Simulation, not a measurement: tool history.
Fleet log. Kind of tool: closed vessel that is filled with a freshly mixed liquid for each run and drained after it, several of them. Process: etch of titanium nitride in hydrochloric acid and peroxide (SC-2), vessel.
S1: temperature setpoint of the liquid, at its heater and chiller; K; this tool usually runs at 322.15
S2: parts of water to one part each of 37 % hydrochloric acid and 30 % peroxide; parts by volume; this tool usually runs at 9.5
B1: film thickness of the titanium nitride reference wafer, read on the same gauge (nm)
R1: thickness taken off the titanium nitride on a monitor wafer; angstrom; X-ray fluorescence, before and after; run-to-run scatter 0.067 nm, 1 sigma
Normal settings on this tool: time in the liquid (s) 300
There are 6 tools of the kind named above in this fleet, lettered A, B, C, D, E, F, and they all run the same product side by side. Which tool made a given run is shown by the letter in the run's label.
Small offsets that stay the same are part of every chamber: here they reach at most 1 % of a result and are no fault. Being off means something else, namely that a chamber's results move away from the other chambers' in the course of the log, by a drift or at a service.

{"run": "1A", "day": 0.242, "S1": 322.15, "S2": 9.5, "time in the liquid (s)": 300, "B1": 150.0, "R1": 135.56}
{"run": "2E", "day": 0.612, "S1": 322.15, "S2": 9.5, "time in the liquid (s)": 300, "B1": 150.03, "R1": 135.52}
{"run": "3B", "day": 1.054, "S1": 322.15, "S2": 9.5, "time in the liquid (s)": 300, "B1": 150.01, "R1": 134.46}
{"day": 1.108, "done": "chamber C: thermometer replaced"}
{"run": "4F", "day": 1.283, "S1": 322.15, "S2": 9.5, "time in the liquid (s)": 300, "B1": 149.97, "R1": 134.24}
{"day": 1.504, "done": "chamber A: chemicals flow meter replaced"}
{"run": "5C", "day": 1.704, "S1": 322.15, "S2": 9.5, "time in the liquid (s)": 300, "B1": 149.98, "R1": 136.6}
{"run": "6D", "day": 1.962, "S1": 322.15, "S2": 9.5, "time in the liquid (s)": 300, "B1": 150.0, "R1": 134.21}
{"day": 2.212, "done": "chamber E: chemicals flow meter replaced"}
{"run": "7E", "day": 2.312, "S1": 322.15, "S2": 9.5, "time in the liquid (s)": 300, "B1": 150.0, "R1": 136.91}
{"run": "8A", "day": 2.608, "S1": 322.15, "S2": 9.5, "time in the liquid (s)": 300, "B1": 149.98, "R1": 136.32}
{"run": "9B", "day": 2.858, "S1": 322.15, "S2": 9.5, "time in the liquid (s)": 155, "B1": 149.99, "R1": 69.635}
{"run": "10C", "day": 3.175, "S1": 322.15, "S2": 9.5, "time in the liquid (s)": 155, "B1": 150.01, "R1": 69.7}
{"run": "11D", "day": 3.4, "S1": 322.15, "S2": 9.5, "time in the liquid (s)": 155, "B1": 149.97, "R1": 69.73}
{"run": "12F", "day": 3.696, "S1": 322.15, "S2": 9.5, "time in the liquid (s)": 155, "B1": 149.99, "R1": 69.599}
{"run": "13B", "day": 4.075, "S1": 322.15, "S2": 9.5, "time in the liquid (s)": 155, "B1": 150.01, "R1": 69.933}
{"run": "14C", "day": 4.338, "S1": 322.15, "S2": 9.5, "time in the liquid (s)": 155, "B1": 149.98, "R1": 69.807}
{"day": 4.367, "done": "chamber A: new drum of peroxide connected"}
{"run": "15D", "day": 4.596, "S1": 322.15, "S2": 9.5, "time in the liquid (s)": 300, "B1": 150.03, "R1": 135.51}
{"day": 4.608, "done": "chamber D: new drum of peroxide connected"}
{"run": "16E", "day": 4.925, "S1": 322.15, "S2": 9.5, "time in the liquid (s)": 300, "B1": 150.0, "R1": 136.49}
{"run": "17F", "day": 5.254, "S1": 322.15, "S2": 9.5, "time in the liquid (s)": 300, "B1": 150.03, "R1": 133.39}
{"run": "18A", "day": 5.692, "S1": 322.15, "S2": 9.5, "time in the liquid (s)": 300, "B1": 150.0, "R1": 135.82}
{"run": "19A", "day": 5.971, "S1": 322.15, "S2": 9.5, "time in the liquid (s)": 300, "B1": 149.98, "R1": 136.97}
{"run": "20D", "day": 6.371, "S1": 314.15, "S2": 6.5, "time in the liquid (s)": 300, "B1": 149.97, "R1": 105.33}
{"run": "21F", "day": 6.679, "S1": 314.15, "S2": 6.5, "time in the liquid (s)": 300, "B1": 149.99, "R1": 104.87}
{"run": "22E", "day": 6.933, "S1": 314.15, "S2": 6.5, "time in the liquid (s)": 300, "B1": 149.99, "R1": 106.98}
{"run": "23C", "day": 7.188, "S1": 314.15, "S2": 6.5, "time in the liquid (s)": 300, "B1": 150.0, "R1": 106.01}
{"run": "24B", "day": 7.433, "S1": 314.15, "S2": 6.5, "time in the liquid (s)": 300, "B1": 150.03, "R1": 108.62}
{"run": "25C", "day": 7.825, "S1": 314.15, "S2": 6.5, "time in the liquid (s)": 300, "B1": 150.03, "R1": 106.57}
{"run": "26A", "day": 8.192, "S1": 322.15, "S2": 9.5, "time in the liquid (s)": 300, "B1": 150.02, "R1": 135.37}
{"run": "27B", "day": 8.575, "S1": 322.15, "S2": 9.5, "time in the liquid (s)": 300, "B1": 149.98, "R1": 139.68}
{"day": 8.912, "done": "chamber C: new drum of peroxide connected"}
{"run": "28E", "day": 8.979, "S1": 322.15, "S2": 5.5, "time in the liquid (s)": 300, "B1": 149.97, "R1": 208.25}
{"run": "29D", "day": 9.321, "S1": 322.15, "S2": 5.5, "time in the liquid (s)": 300, "B1": 150.02, "R1": 207.63}
{"run": "30F", "day": 9.721, "S1": 322.15, "S2": 5.5, "time in the liquid (s)": 300, "B1": 149.98, "R1": 207.21}
{"run": "31F", "day": 10.112, "S1": 322.15, "S2": 5.5, "time in the liquid (s)": 300, "B1": 150.03, "R1": 208.31}
{"run": "32D", "day": 10.533, "S1": 322.15, "S2": 5.5, "time in the liquid (s)": 300, "B1": 149.99, "R1": 207.47}
{"run": "33A", "day": 10.912, "S1": 322.15, "S2": 5.5, "time in the liquid (s)": 300, "B1": 150.02, "R1": 206.79}
{"run": "34C", "day": 11.342, "S1": 322.15, "S2": 9.5, "time in the liquid (s)": 300, "B1": 150.02, "R1": 134.58}
{"run": "35B", "day": 11.725, "S1": 322.15, "S2": 9.5, "time in the liquid (s)": 300, "B1": 150.01, "R1": 141.79}
{"run": "36E", "day": 12.171, "S1": 322.15, "S2": 9.5, "time in the liquid (s)": 300, "B1": 149.97, "R1": 136.56}
{"run": "37A", "day": 12.588, "S1": 322.15, "S2": 9.5, "time in the liquid (s)": 300, "B1": 150.03, "R1": 133.86}

Does one chamber stand apart from the rest, does the shared gauge drift, or is all well apart from small per-chamber offsets? Give the chamber and the most likely cause, where there is one.

It is chamber B that slowly wanders off from its peers.
Most likely cause: liquid hotter than its thermometer reads (K) = 0.825.
Not necessarily distinguishable in this log from: chemicals flow above the setpoint (%).

Chamber B could run next with any of the 4 candidate recipes listed below; each alters the usual settings, and their results appear as question marks. Which one brings its results back in line with what the other chambers deliver on the usual settings?
To be in line, a result may differ from the other chambers' mean on the usual settings by at most: R1 2.400 angstrom
{"run": "38B-1", "day": 12.912, "S1": 321.65, "S2": 9.5, "time in the liquid (s)": 295, "R1": "?"}
{"run": "38B-2", "day": 12.912, "S1": 322.15, "S2": 9.5, "time in the liquid (s)": 325, "R1": "?"}
{"run": "38B-3", "day": 12.912, "S1": 322.15, "S2": 10.5, "time in the liquid (s)": 300, "R1": "?"}
{"run": "38B-4", "day": 12.912, "S1": 322.65, "S2": 9.5, "time in the liquid (s)": 305, "R1": "?"}

Other chambers, usual settings, mean: R1 135.390 angstrom
run=38B-1 R1=134.580
run=38B-2 R1=153.310
run=38B-3 R1=130.120
run=38B-4 R1=148.850
The answer is 38B-1, which returns the chamber to within the allowed miss of the others.

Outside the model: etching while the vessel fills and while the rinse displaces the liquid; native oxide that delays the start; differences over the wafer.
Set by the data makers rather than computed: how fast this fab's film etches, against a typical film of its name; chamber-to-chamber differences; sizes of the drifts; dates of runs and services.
